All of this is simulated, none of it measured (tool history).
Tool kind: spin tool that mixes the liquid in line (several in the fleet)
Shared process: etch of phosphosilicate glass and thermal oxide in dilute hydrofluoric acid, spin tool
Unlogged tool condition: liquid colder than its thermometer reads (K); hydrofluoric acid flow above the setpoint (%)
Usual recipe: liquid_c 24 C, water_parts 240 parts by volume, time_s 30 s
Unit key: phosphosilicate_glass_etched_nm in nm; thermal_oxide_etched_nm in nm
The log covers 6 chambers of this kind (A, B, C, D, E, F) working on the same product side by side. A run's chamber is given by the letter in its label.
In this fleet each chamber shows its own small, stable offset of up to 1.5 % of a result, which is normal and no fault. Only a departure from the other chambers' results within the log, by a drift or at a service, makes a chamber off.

run    day  liquid_c  water_parts  time_s  hours since the thermometer was replaced  hours since the hydrofluoric acid flow meter was replaced  read-back film thickness of the phosphosilicate glass reference wafer, read on the same gauge (nm)  read-back film thickness of the thermal oxide reference wafer, read on the same gauge (nm)  phosphosilicate_glass_etched_nm  thermal_oxide_etched_nm
 1D  0.200        24          240      30                                     190.2                                                      384.0                                                                                              90.001                                                                                      140.00                           18.560                  0.42144
 2A  0.408        24          240      30                                     301.5                                                     1494.5                                                                                              90.002                                                                                      140.00                           18.885                  0.50815
 3B  0.567        24          240      30                                     348.3                                                      522.0                                                                                              90.029                                                                                      140.00                           18.501                  0.54051
 4F  0.712        24          240      30                                    1060.8                                                      484.1                                                                                              90.010                                                                                      139.99                           18.720                  0.47181
 5C  0.912        24          240      30                                    1078.9                                                      196.6                                                                                              90.001                                                                                      140.01                           18.767                  0.51762
 6E  1.046        24          240      30                                    1170.6                                                     1167.2                                                                                              89.993                                                                                      140.02                           18.699                  0.49439
 7B  1.158        24          240      30                                     362.5                                                      536.2                                                                                              89.998                                                                                      140.00                           18.375                  0.45694
 8C  1.300        24          240      30                                    1088.2                                                      205.9                                                                                              89.975                                                                                      139.98                           18.618                  0.47134
 9A  1.479        24          240      30                                     327.2                                                     1520.2                                                                                              89.998                                                                                      140.01                           18.199                  0.50521
10F  1.717        24          240      30                                    1084.9                                                      508.2                                                                                              90.014                                                                                      139.97                           18.680                  0.49154
11D  1.838        24          240      30                                     229.5                                                      423.3                                                                                              89.998                                                                                      140.00                           18.286                  0.49154
12E  2.033        24          240      30                                    1194.3                                                     1190.9                                                                                              90.002                                                                                      140.00                           18.346                  0.53440
13E  2.254        24          240      30                                    1199.6                                                     1196.2                                                                                              90.009                                                                                      140.01                           17.942                  0.52762
14C  2.467        24          240      30                                    1116.2                                                      233.9                                                                                              89.993                                                                                      139.99                           18.608                  0.48129
15B  2.662        24          240      30                                     398.6                                                      572.3                                                                                              90.018                                                                                      140.01                           18.489                  0.52979
16F  2.846        24          240      30                                    1112.0                                                      535.3                                                                                              90.002                                                                                      140.01                           18.469                  0.53405
17D  3.021        24          240      30                                     257.9                                                      451.7                                                                                              90.014                                                                                      140.00                           18.470                  0.45750
18A  3.267        24          240      30                                     370.1                                                     1563.1                                                                                              89.979                                                                                      139.99                           18.524                  0.53147
19E  3.388        24          240      30                                    1226.8                                                     1223.4                                                                                              89.993                                                                                      140.00                           18.563                  0.47777
20A  3.633        24          240      30                                     378.9                                                     1571.9                                                                                              90.017                                                                                      140.02                           18.157                  0.48110
21C  3.746        24          240      30                                    1146.9                                                      264.6                                                                                              89.984                                                                                      139.98                           18.609                  0.37647
22B  3.904        24          240      30                                     428.4                                                      602.1                                                                                              89.987                                                                                      140.00                           18.687                  0.52647
23F  4.150        24          240      30                                    1143.3                                                      566.6                                                                                              89.992                                                                                      140.00                           18.791                  0.45850
24D  4.333        24          200      20                                     289.4                                                      483.2                                                                                              90.000                                                                                      140.01                           15.466                  0.42338
25C  4.575        24          200      20                                    1166.8                                                      284.5                                                                                              90.006                                                                                      139.99                           15.474                  0.42558
26B  4.817        24          200      20                                     450.3                                                      624.0                                                                                              90.011                                                                                      140.00                           15.336                  0.37680
27F  4.950        24          200      20                                    1162.5                                                      585.8                                                                                              90.000                                                                                      140.01                           15.913                  0.41771
28A  5.096        24          200      20                                     414.0                                                     1607.0                                                                                              89.992                                                                                      140.01                           15.224                  0.41931
29D  5.254        24          200      20                                     311.5                                                      505.3                                                                                              90.028                                                                                      139.99                           15.456                  0.41503
30E  5.412        24          240      30                                    1275.4                                                     1272.0                                                                                              89.998                                                                                      140.00                           18.539                  0.51027
31E  5.550        24          240      30                                    1278.7                                                     1275.3                                                                                              89.991                                                                                      140.01                           18.278                  0.44967
32A  5.671        24          240      30                                     427.8                                                     1620.8                                                                                              89.968                                                                                      140.01                           18.608                  0.49210
33B  5.900        24          240      30                                     476.3                                                      650.0                                                                                              89.995                                                                                      140.01                           18.750                  0.39003
34D  6.138        24          240      30                                     332.7                                                      526.5                                                                                              89.987                                                                                      139.99                           18.723                  0.45399
35F  6.250        24          240      30                                    1193.7                                                      617.0                                                                                              90.000                                                                                      139.99                           19.298                  0.53772
36C  6.475        24          240      30                                    1212.4                                                      330.1                                                                                              90.016                                                                                      140.01                           18.581                  0.52550
37B  6.708        24          240      30                                     495.7                                                      669.4                                                                                              89.996                                                                                      140.00                           18.216                  0.52281
38E  6.829        21          240      50                                    1309.4                                                     1306.0                                                                                              90.005                                                                                      140.01                           27.346                  0.68753
39C  7.012        21          240      50                                    1225.3                                                      343.0                                                                                              90.028                                                                                      139.99                           27.625                  0.65862
40D  7.212        21          240      50                                     358.5                                                      552.3                                                                                              89.977                                                                                      140.00                           27.708                  0.76682
41F  7.446        21          240      50                                    1222.4                                                      645.7                                                                                              89.983                                                                                      140.00                           29.496                  0.74820
42A  7.642        21          240      50                                     475.1                                                     1668.1                                                                                              89.976                                                                                      140.01                           27.688                  0.79636

The same settings go to every chamber for the next run, one line per chamber below. Forecast the results for each:
43A  7.821        24          240      30                                                                                                                                                                                                                                                                                                                                     ?                        ?
43B  7.821        24          240      30                                                                                                                                                                                                                                                                                                                                     ?                        ?
43C  7.821        24          240      30                                                                                                                                                                                                                                                                                                                                     ?                        ?
43D  7.821        24          240      30                                                                                                                                                                                                                                                                                                                                     ?                        ?
43E  7.821        24          240      30                                                                                                                                                                                                                                                                                                                                     ?                        ?
43F  7.821        24          240      30                                                                                                                                                                                                                                                                                                                                     ?                        ?

run  phosphosilicate_glass_etched_nm  thermal_oxide_etched_nm
43A                           18.136                  0.47715
43B                           18.570                  0.46552
43C                           18.776                  0.54870
43D                           18.772                  0.44050
43E                           18.182                  0.46988
43F                           19.953                  0.55163
